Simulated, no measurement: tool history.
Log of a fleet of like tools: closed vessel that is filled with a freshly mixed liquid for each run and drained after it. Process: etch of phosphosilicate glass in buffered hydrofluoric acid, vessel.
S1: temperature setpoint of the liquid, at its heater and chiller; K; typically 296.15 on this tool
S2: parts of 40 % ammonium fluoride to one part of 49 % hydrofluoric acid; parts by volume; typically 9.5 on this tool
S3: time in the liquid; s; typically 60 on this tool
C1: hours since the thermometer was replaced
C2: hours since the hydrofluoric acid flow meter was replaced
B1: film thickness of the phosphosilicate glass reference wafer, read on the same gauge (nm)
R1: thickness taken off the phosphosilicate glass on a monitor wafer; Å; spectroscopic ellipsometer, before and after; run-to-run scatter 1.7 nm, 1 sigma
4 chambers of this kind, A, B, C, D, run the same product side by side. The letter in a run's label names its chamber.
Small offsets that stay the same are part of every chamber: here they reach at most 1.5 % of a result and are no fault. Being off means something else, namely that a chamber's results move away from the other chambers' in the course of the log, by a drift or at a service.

run,hour,S1,S2,S3,C1,C2,B1,R1
1C,8.0,296.15,9.5,60,23.4,32.2,40.003,1945.1
2D,17.6,296.15,9.5,60,393.8,125.2,40.019,1942.5
3A,24.2,296.15,9.5,60,1432.2,126.6,39.979,1910.5
4B,34.4,296.15,9.5,60,881.4,1955.6,40.027,1888.0
# hour 41.5: chamber B: thermometer replaced
5C,41.9,300.65,9.5,75,57.3,66.1,40.028,3096.4
6A,53.3,300.65,9.5,75,1461.3,155.7,40.016,3040.5
7D,65.8,300.65,9.5,75,442.0,173.4,39.982,3004.8
8B,72.3,300.65,9.5,75,30.9,1993.5,40.014,3035.7
9A,80.2,296.15,9.5,60,1488.2,182.6,40.005,1900.2
10D,92.8,292.15,9.5,60,469.0,200.4,40.030,1534.0
11B,98.4,292.15,9.5,60,57.0,2019.6,40.005,1549.8
12C,108.2,292.15,9.5,60,123.6,132.4,39.983,1565.6
13C,118.8,292.15,9.5,60,134.2,143.0,40.015,1539.5
14B,125.2,296.15,9.5,60,83.8,2046.4,40.001,1921.4
15D,130.8,296.15,9.5,60,507.0,238.4,40.028,1939.8
16A,143.1,296.15,9.5,60,1551.1,245.5,40.055,1906.1
17C,152.2,296.15,9.5,60,167.6,176.4,40.030,1931.8
18D,158.9,296.15,9.5,60,535.1,266.5,39.967,1915.8
19A,170.7,296.15,9.5,60,1578.7,273.1,40.021,1859.2
20B,177.3,296.15,9.5,60,135.9,2098.5,40.004,1917.5
21B,183.9,296.15,9.5,60,142.5,2105.1,39.986,1946.3
22C,194.4,296.15,9.5,60,209.8,218.6,39.983,1956.2
23A,201.7,296.15,10.5,60,1609.7,304.1,39.987,1702.3
24D,213.2,296.15,10.5,60,589.4,320.8,40.003,1773.6
25C,224.1,296.15,10.5,60,239.5,248.3,39.979,1793.7
26B,231.9,296.15,10.5,60,190.5,2153.1,39.959,1800.4
27A,243.7,299.15,13.5,60,1651.7,346.1,40.038,1550.2
28D,252.3,299.15,13.5,60,628.5,359.9,39.999,1647.1
29D,261.3,299.15,13.5,60,637.5,368.9,40.004,1618.8
30A,271.5,299.15,13.5,60,1679.5,373.9,40.041,1543.9
31B,277.3,296.15,9.5,60,235.9,2198.5,40.011,1957.3
32C,286.0,296.15,9.5,60,301.4,310.2,39.974,1943.7
33A,292.5,296.15,9.5,60,1700.5,394.9,39.974,1827.3
34B,304.2,296.15,9.5,70,262.8,2225.4,39.994,2251.6
35C,315.6,296.15,9.5,70,331.0,339.8,39.981,2272.4
36D,328.2,296.15,9.5,70,704.4,435.8,40.013,2227.8
37D,337.3,296.15,9.5,70,713.5,444.9,40.058,2247.9

Next, all 4 chambers run the settings below, one line each with question marks for the results. What does each chamber give?
38A,346.4,296.15,13.0,60,,,,?
38B,346.4,296.15,13.0,60,,,,?
38C,346.4,296.15,13.0,60,,,,?
38D,346.4,296.15,13.0,60,,,,?

run,R1
38A,1328.3
38B,1453.6
38C,1428.9
38D,1427.3

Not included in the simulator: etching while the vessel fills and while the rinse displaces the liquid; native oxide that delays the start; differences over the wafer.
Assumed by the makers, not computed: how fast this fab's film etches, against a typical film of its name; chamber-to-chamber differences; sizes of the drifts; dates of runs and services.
